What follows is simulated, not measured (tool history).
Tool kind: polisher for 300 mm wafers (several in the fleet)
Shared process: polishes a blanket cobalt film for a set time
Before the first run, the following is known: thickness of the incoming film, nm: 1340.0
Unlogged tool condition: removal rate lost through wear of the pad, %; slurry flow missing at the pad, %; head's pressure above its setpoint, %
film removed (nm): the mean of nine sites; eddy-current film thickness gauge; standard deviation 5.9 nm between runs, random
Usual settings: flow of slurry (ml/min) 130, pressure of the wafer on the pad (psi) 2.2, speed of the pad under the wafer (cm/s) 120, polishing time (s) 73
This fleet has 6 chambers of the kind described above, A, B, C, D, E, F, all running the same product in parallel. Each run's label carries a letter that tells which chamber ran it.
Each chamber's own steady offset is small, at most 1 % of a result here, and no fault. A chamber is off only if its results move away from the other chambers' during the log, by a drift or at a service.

run	day	flow of slurry (ml/min)	pressure of the wafer on the pad (psi)	speed of the pad under the wafer (cm/s)	polishing time (s)	wafers polished on this pad	hours since the slurry nozzle was cleaned	hours since the head pressure was calibrated	film removed (nm)
1A	0.362	130	2.2	120	73	402	57.1	14.9	434.81
# day 0.454: chamber D: worn pad replaced by a new one
2D	0.625	130	2.2	120	73	23	51.6	792.4	445.95
3E	0.912	130	2.2	120	73	397	582.9	1561.8	425.91
4C	1.129	130	2.2	120	73	188	613.4	687.1	431.60
5F	1.475	130	2.2	120	73	314	176.8	279.4	440.43
# day 1.604: chamber E: head pressure recalibrated
6B	1.746	130	2.2	120	73	392	192.3	800.2	426.60
7F	1.950	110	2.2	120	98	378	188.2	290.8	565.94
8A	2.304	110	2.2	120	98	664	103.7	61.5	562.33
9C	2.562	110	2.2	120	98	380	647.8	721.5	558.80
# day 2.692: chamber F: worn pad replaced by a new one
10E	2.750	110	2.2	120	98	644	627.0	27.6	546.73
11B	3.029	110	2.2	120	98	564	223.1	831.0	561.68
12D	3.446	110	2.2	120	98	402	119.3	860.1	561.62
13C	3.733	130	2.2	120	73	538	675.9	749.6	424.14
14F	4.000	130	1.9	120	65	176	237.4	340.0	337.80
15B	4.400	130	1.9	120	65	748	256.0	863.9	325.71
# day 4.554: chamber B: worn pad replaced by a new one
16E	4.579	130	1.9	120	65	890	670.9	71.5	326.05
17D	4.992	130	1.9	120	65	610	156.4	897.2	324.23
18A	5.325	130	1.9	120	65	1070	176.2	134.0	326.33
# day 5.596: chamber E: slurry nozzle cleaned
19E	5.600	130	1.9	120	65	1028	0.1	96.0	316.46
20F	5.925	130	2.2	120	73	435	283.6	386.2	425.05
21A	6.283	130	2.2	120	73	1199	199.2	157.0	431.00
22C	6.500	130	2.2	120	73	910	742.3	816.0	429.22
# day 6.608: chamber A: worn pad replaced by a new one
# day 6.612: chamber C: worn pad replaced by a new one
23D	6.721	130	2.2	120	73	843	197.9	938.7	436.67
# day 6.846: chamber F: worn pad replaced by a new one
24B	7.046	130	2.2	120	73	335	319.5	927.4	433.78
25B	7.271	130	2.2	120	73	365	324.9	932.8	439.51
26F	7.529	130	2.2	120	73	92	322.1	424.7	429.34
# day 7.567: chamber A: slurry nozzle cleaned
27A	7.771	130	2.2	120	73	156	4.9	192.7	436.47
28C	8.146	130	2.2	120	73	206	781.8	855.5	426.06
# day 8.196: chamber D: slurry nozzle cleaned
29E	8.475	130	2.2	120	73	1414	69.1	165.0	404.34
# day 8.638: chamber D: worn pad replaced by a new one
30D	8.846	170	1.7	120	73	28	15.7	989.7	351.61
31E	9.062	170	1.7	120	73	1493	83.2	179.1	322.30
32C	9.442	170	1.7	120	73	381	812.9	886.6	352.83
# day 9.529: chamber B: worn pad replaced by a new one
33A	9.812	170	1.7	120	73	431	53.9	241.7	353.93
34B	10.146	170	1.7	120	73	83	393.9	1001.8	351.55
35D	10.500	170	1.7	120	73	250	55.4	1029.4	351.85
36F	10.783	130	2.2	120	73	529	400.2	502.8	418.22
# day 10.788: chamber F: worn pad replaced by a new one
37B	11.017	130	2.2	120	73	200	414.8	1022.7	430.80
# day 11.346: chamber C: slurry nozzle cleaned
38E	11.379	130	2.2	120	73	1805	138.8	234.7	393.85
39A	11.612	130	2.2	120	73	673	97.1	284.9	431.76
40D	11.912	130	2.2	120	73	440	89.3	1063.3	435.42
41C	12.175	130	2.2	88	73	748	19.9	952.2	311.90
42F	12.417	130	2.2	88	73	219	439.4	542.0	312.36
43E	12.667	130	2.2	88	73	1978	169.7	265.6	290.91

What goes on in this fleet: one chamber off, a drifting gauge, or nothing beyond the chambers' own small offsets? Name the chamber and the cause, if any.

It is chamber E that slowly wanders off from its peers.
What lies behind it: removal rate lost through wear of the pad, % = 8.95.

Here are 4 candidates for chamber E's next run, each the usual settings with a change, their results left as question marks. Which one brings its results back in line with what the others give on the usual settings?
To be in line, a result may differ from the other chambers' mean on the usual settings by at most: film removed (nm) 21.00
44E-1	12.967	130	2.1	116	70				?
44E-2	12.967	130	2.2	118	73				?
44E-3	12.967	130	2.3	124	76				?
44E-4	12.967	130	2.2	120	74				?

What the other chambers average on the usual settings: film removed (nm) 434.34
run	film removed (nm)
44E-1	343.44
44E-2	381.79
44E-3	436.72
44E-4	393.55
44E-3 is the one that brings the chamber's results back in line with the other chambers.
